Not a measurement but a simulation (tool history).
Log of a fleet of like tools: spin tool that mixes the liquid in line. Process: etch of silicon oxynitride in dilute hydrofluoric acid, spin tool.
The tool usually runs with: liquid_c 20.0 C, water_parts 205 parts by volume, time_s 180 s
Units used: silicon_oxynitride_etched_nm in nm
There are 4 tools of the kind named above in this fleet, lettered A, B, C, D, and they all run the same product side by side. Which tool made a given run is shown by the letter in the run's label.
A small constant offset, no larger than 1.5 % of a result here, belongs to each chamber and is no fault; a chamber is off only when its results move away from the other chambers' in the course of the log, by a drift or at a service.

run	day	liquid_c	water_parts	time_s	hours since the thermometer was replaced	hours since the hydrofluoric acid flow meter was replaced	read-back film thickness of the silicon oxynitride reference wafer, read on the same gauge (nm)	silicon_oxynitride_etched_nm
1C	0.279	20.0	205	180	1235.2	1688.4	130.01	2.0500
2D	0.629	20.0	205	180	1709.1	894.5	129.99	2.0928
3B	0.992	20.0	205	180	232.5	598.9	130.01	2.0187
4A	1.371	20.0	205	180	1506.6	1316.8	129.99	2.0344
5B	1.900	20.0	205	180	254.3	620.7	130.01	2.0618
6C	2.212	18.5	205	180	1281.6	1734.8	130.02	1.8657
7A	2.496	18.5	205	180	1533.6	1343.8	130.01	1.8618
8D	3.017	18.5	205	180	1766.4	951.8	130.01	1.8838
9B	3.300	18.5	205	180	287.9	654.3	129.99	1.8798
10D	3.817	20.0	205	90	1785.6	971.0	130.00	1.0199
11C	4.083	20.0	205	90	1326.5	1779.7	130.02	1.0238
12A	4.571	20.0	205	90	1583.4	1393.6	130.01	1.0168
13A	5.042	20.0	205	90	1594.7	1404.9	130.01	1.0283
14C	5.446	20.0	205	180	1359.2	1812.4	129.99	2.0333
15B	5.771	20.0	205	180	347.2	713.6	129.99	2.0205
16D	6.325	20.0	205	180	1845.8	1031.2	130.01	2.0522
# day 6.438: chamber D: hydrofluoric acid flow meter replaced
17D	6.708	23.5	155	180	1855.0	6.6	129.98	3.2717
18A	7.238	23.5	155	180	1647.4	1457.6	129.99	3.3566
19B	7.604	23.5	155	180	391.2	757.6	129.99	3.2071
20C	7.950	23.5	155	180	1419.3	1872.5	130.02	3.3648
21B	8.350	20.0	205	180	409.1	775.5	130.02	1.9471
22A	8.929	20.0	205	180	1688.0	1498.2	129.99	2.0454
23D	9.225	20.0	205	180	1915.4	67.0	130.00	2.0765
24C	9.571	20.0	205	180	1458.2	1911.4	129.99	2.0039
25C	9.942	20.0	205	180	1467.1	1920.3	130.00	2.0867
26D	10.225	20.0	205	180	1939.4	91.0	130.00	2.0328
27B	10.812	17.0	205	220	468.2	834.6	130.02	2.0838
28A	11.108	17.0	205	220	1740.3	1550.5	130.00	2.1367
29A	11.604	17.0	205	220	1752.2	1562.4	129.99	2.2000
30C	12.092	17.0	205	220	1518.7	1971.9	130.00	2.1733
31B	12.404	20.0	205	180	506.4	872.8	130.00	1.9301
32D	12.800	20.0	205	180	2001.2	152.8	129.99	2.0709
33B	13.071	20.0	205	180	522.4	888.8	129.97	1.9092
34A	13.638	20.0	205	180	1801.0	1611.2	130.01	2.0524
35D	13.983	20.0	205	180	2029.6	181.2	130.01	2.0361
36C	14.304	20.0	205	180	1571.8	2025.0	130.01	2.0841
37C	14.746	20.0	205	180	1582.4	2035.6	130.00	2.0706
38A	15.304	20.0	205	180	1841.0	1651.2	130.00	2.0514
39B	15.604	20.0	205	180	583.2	949.6	130.01	1.8532
40D	15.996	23.0	205	100	2077.9	229.5	130.01	1.3021
41A	16.346	23.0	205	100	1866.0	1676.2	129.99	1.2834
# day 16.421: chamber C: hydrofluoric acid flow meter replaced
42D	16.867	23.0	205	100	2098.8	250.4	130.02	1.2945
43C	17.450	23.0	205	100	1647.3	24.7	130.00	1.3279

Which is it: a chamber that has drifted or been left off by a service, a gauge drift common to all chambers, or only each chamber's usual small offset? If a chamber is off, name it and its likeliest cause.

Chamber B drifts away from the others.
What lies behind it: hydrofluoric acid flow below the setpoint (%) = 9.26.
The log may not separate it from: liquid colder than its thermometer reads (K).

Chamber B could run next with any of the 4 candidate recipes listed below; each alters the usual settings, and their results appear as question marks. Which one brings its results back in line with what the other chambers deliver on the usual settings?
Counts as in line when no further than this from what the other chambers average on the usual settings: silicon_oxynitride_etched_nm 0.0730 nm
44B-1	17.883	20.0	225	180				?
44B-2	17.883	20.0	195	180				?
44B-3	17.883	19.0	205	180				?
44B-4	17.883	22.5	205	180				?

Usual-settings mean across the other chambers: silicon_oxynitride_etched_nm 2.0410 nm
run	silicon_oxynitride_etched_nm
44B-1	1.6298
44B-2	1.9158
44B-3	1.7310
44B-4	2.0246
44B-4 brings the chamber back in line.
